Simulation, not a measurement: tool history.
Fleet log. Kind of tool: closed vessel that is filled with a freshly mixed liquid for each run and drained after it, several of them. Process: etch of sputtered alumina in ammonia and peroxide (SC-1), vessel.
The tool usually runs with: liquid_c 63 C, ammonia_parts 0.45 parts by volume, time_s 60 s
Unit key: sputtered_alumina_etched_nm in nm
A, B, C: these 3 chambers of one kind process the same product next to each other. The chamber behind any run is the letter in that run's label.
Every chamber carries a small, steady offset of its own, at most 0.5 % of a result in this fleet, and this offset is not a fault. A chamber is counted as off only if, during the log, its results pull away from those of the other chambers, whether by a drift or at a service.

run   hour  liquid_c  ammonia_parts  time_s  hours since the thermometer was replaced  hours since the ammonia flow meter was replaced  hours since the drum of ammonia solution was connected  read-back film thickness of the sputtered alumina reference wafer, read on the same gauge (nm)  sputtered_alumina_etched_nm
 1A   11.9        63           0.45      60                                     248.7                                           1917.3                                                   375.4                                                                                          70.054                       6.4178
 2B   20.9        63           0.45      60                                    1554.2                                            210.4                                                   316.2                                                                                          70.013                       6.3013
 3C   31.0        63           0.45      60                                    1115.3                                            947.0                                                    47.0                                                                                          70.036                       6.2990
 4C   44.0        63           0.45      60                                    1128.3                                            960.0                                                    60.0                                                                                          70.015                       6.2689
 5B   55.3        63           0.45      60                                    1588.6                                            244.8                                                   350.6                                                                                          69.984                       6.3741
 6A   71.0        63           0.45      60                                     307.8                                           1976.4                                                   434.5                                                                                          69.973                       6.3495
 7B   83.0        63           0.45      60                                    1616.3                                            272.5                                                   378.3                                                                                          70.001                       6.2852
 8C   91.9        63           0.45      60                                    1176.2                                           1007.9                                                   107.9                                                                                          69.990                       6.3066
 9A  106.2        63           0.45      60                                     343.0                                           2011.6                                                   469.7                                                                                          70.006                       6.3834
10A  117.0        63           0.45      60                                     353.8                                           2022.4                                                   480.5                                                                                          69.981                       6.3741
11B  128.3        63           0.45      60                                    1661.6                                            317.8                                                   423.6                                                                                          70.009                       6.3187
12C  137.8        63           0.45      60                                    1222.1                                           1053.8                                                   153.8                                                                                          69.958                       6.3766
13A  146.8        63           0.45      60                                     383.6                                           2052.2                                                   510.3                                                                                          69.980                       6.2791
14C  154.7        63           0.45      60                                    1239.0                                           1070.7                                                   170.7                                                                                          70.031                       6.2472
15B  166.4        63           0.45      60                                    1699.7                                            355.9                                                   461.7                                                                                          70.010                       6.3080
16C  177.9        63           0.45      60                                    1262.2                                           1093.9                                                   193.9                                                                                          69.976                       6.2215
17B  190.8        63           0.45      60                                    1724.1                                            380.3                                                   486.1                                                                                          69.991                       6.3793
18A  198.5        63           0.45      60                                     435.3                                           2103.9                                                   562.0                                                                                          70.008                       6.3655
19A  210.1        70           0.60      60                                     446.9                                           2115.5                                                   573.6                                                                                          69.977                       9.2776
20C  218.6        70           0.60      60                                    1302.9                                           1134.6                                                   234.6                                                                                          69.974                       9.0216
21B  230.1        70           0.60      60                                    1763.4                                            419.6                                                   525.4                                                                                          70.007                       9.3160
     233.4  -- chamber A: new drum of ammonia solution connected
     236.4  -- chamber A: ammonia flow meter replaced
22C  243.2        63           0.45      60                                    1327.5                                           1159.2                                                   259.2                                                                                          69.963                       6.2790
23B  255.3        63           0.45      60                                    1788.6                                            444.8                                                   550.6                                                                                          70.027                       6.4283
24A  268.4        63           0.45      60                                     505.2                                             32.1                                                    35.1                                                                                          70.020                       6.2795
25B  277.7        63           0.45      60                                    1811.0                                            467.2                                                   573.0                                                                                          70.078                       6.4481
26C  286.8        63           0.45      60                                    1371.1                                           1202.8                                                   302.8                                                                                          70.026                       6.2478
27A  301.2        63           0.45      60                                     538.0                                             64.9                                                    67.9                                                                                          70.023                       6.3093
28A  315.6        63           0.45      60                                     552.4                                             79.3                                                    82.3                                                                                          70.004                       6.3307

Each of the 3 chambers runs these same settings next. Fill in every chamber's results:
29A  327.0        63           0.45      60                                                                                                                                                                                                                                                                               ?
29B  327.0        63           0.45      60                                                                                                                                                                                                                                                                               ?
29C  327.0        63           0.45      60                                                                                                                                                                                                                                                                               ?

run  sputtered_alumina_etched_nm
29A                       6.3895
29B                       6.4881
29C                       6.2539

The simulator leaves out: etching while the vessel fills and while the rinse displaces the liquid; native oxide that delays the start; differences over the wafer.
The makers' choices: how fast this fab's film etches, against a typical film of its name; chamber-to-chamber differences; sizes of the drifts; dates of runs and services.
